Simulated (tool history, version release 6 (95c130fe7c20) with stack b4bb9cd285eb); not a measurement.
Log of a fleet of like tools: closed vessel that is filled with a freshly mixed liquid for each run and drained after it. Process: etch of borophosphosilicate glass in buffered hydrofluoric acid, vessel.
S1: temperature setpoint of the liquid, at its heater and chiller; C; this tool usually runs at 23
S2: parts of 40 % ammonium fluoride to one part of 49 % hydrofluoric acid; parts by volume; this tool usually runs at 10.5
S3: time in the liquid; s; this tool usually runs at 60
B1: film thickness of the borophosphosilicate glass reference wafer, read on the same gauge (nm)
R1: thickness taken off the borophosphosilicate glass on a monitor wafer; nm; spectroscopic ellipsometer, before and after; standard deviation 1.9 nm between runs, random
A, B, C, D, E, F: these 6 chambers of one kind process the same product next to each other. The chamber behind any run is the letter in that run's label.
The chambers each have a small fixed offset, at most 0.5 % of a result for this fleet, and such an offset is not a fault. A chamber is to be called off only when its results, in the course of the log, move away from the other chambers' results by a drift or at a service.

run	hour	S1	S2	S3	B1	R1
1E	7.7	23	10.5	60	130	193.21
2A	11.8	23	10.5	60	130.03	190.9
3B	19.8	23	10.5	60	129.98	193.5
4D	25.7	23	10.5	60	129.99	193.57
5F	30.2	23	10.5	60	129.97	195.74
6C	36.2	23	14	60	129.95	145.3
7D	44.1	23	14	60	130.01	146.65
8B	51.7	23	14	60	130.01	148.63
9C	59.5	23	14	60	130	146.07
10A	67	23	14	60	130.02	150.32
11E	72.1	23	14	60	129.99	145.12
12F	75.6	23	10.5	60	130	193.61
13A	79.8	23	10.5	60	129.97	194.63
# hour 82.6: chamber D: hydrofluoric acid flow meter replaced
14B	84.1	23	10.5	60	130.02	193.45
15C	88.8	23	10.5	60	130	193.52
16E	96.7	23	10.5	60	129.99	195.93
17F	102.3	23	12.5	60	129.98	161.71
18D	108.1	23	12.5	60	130	162.99
19C	111.6	23	12.5	60	130.02	160.78
20A	115.8	23	12.5	60	129.99	170.54
21E	121.9	23	12.5	60	129.99	161.13
22D	128.3	23	12.5	60	130.01	164.07
23B	135.9	23	10.5	60	130	193.03
24F	143.6	23	10.5	60	129.98	194.84
25C	148.9	23	10.5	60	130	192.47
26D	153.6	23	10.5	60	129.98	196.76
27A	157.9	23	10.5	60	129.99	211.63
28E	164.3	19.5	13	60	130.01	130.65
29F	168.5	19.5	13	60	129.97	129.95
30B	174.5	19.5	13	60	130.02	129.86
31B	180.1	19.5	13	60	129.98	128.02
32F	183.9	19.5	13	60	129.99	132.83
33C	192.1	19.5	13	60	129.98	130.25
34D	197.2	23	10.5	60	130	196.99
35E	202.3	23	10.5	60	129.98	195.91
36A	209.4	23	10.5	60	129.97	218.56
37E	217.3	19.5	8	60	129.98	204.67
38D	222.1	19.5	8	60	130	205.34

Next, every chamber runs the same settings. What will each give?
39A	227.9	23	12.5	60		?
39B	227.9	23	12.5	60		?
39C	227.9	23	12.5	60		?
39D	227.9	23	12.5	60		?
39E	227.9	23	12.5	60		?
39F	227.9	23	12.5	60		?

run	R1
39A	182.6
39B	165.07
39C	163.08
39D	162.14
39E	160.19
39F	164.65
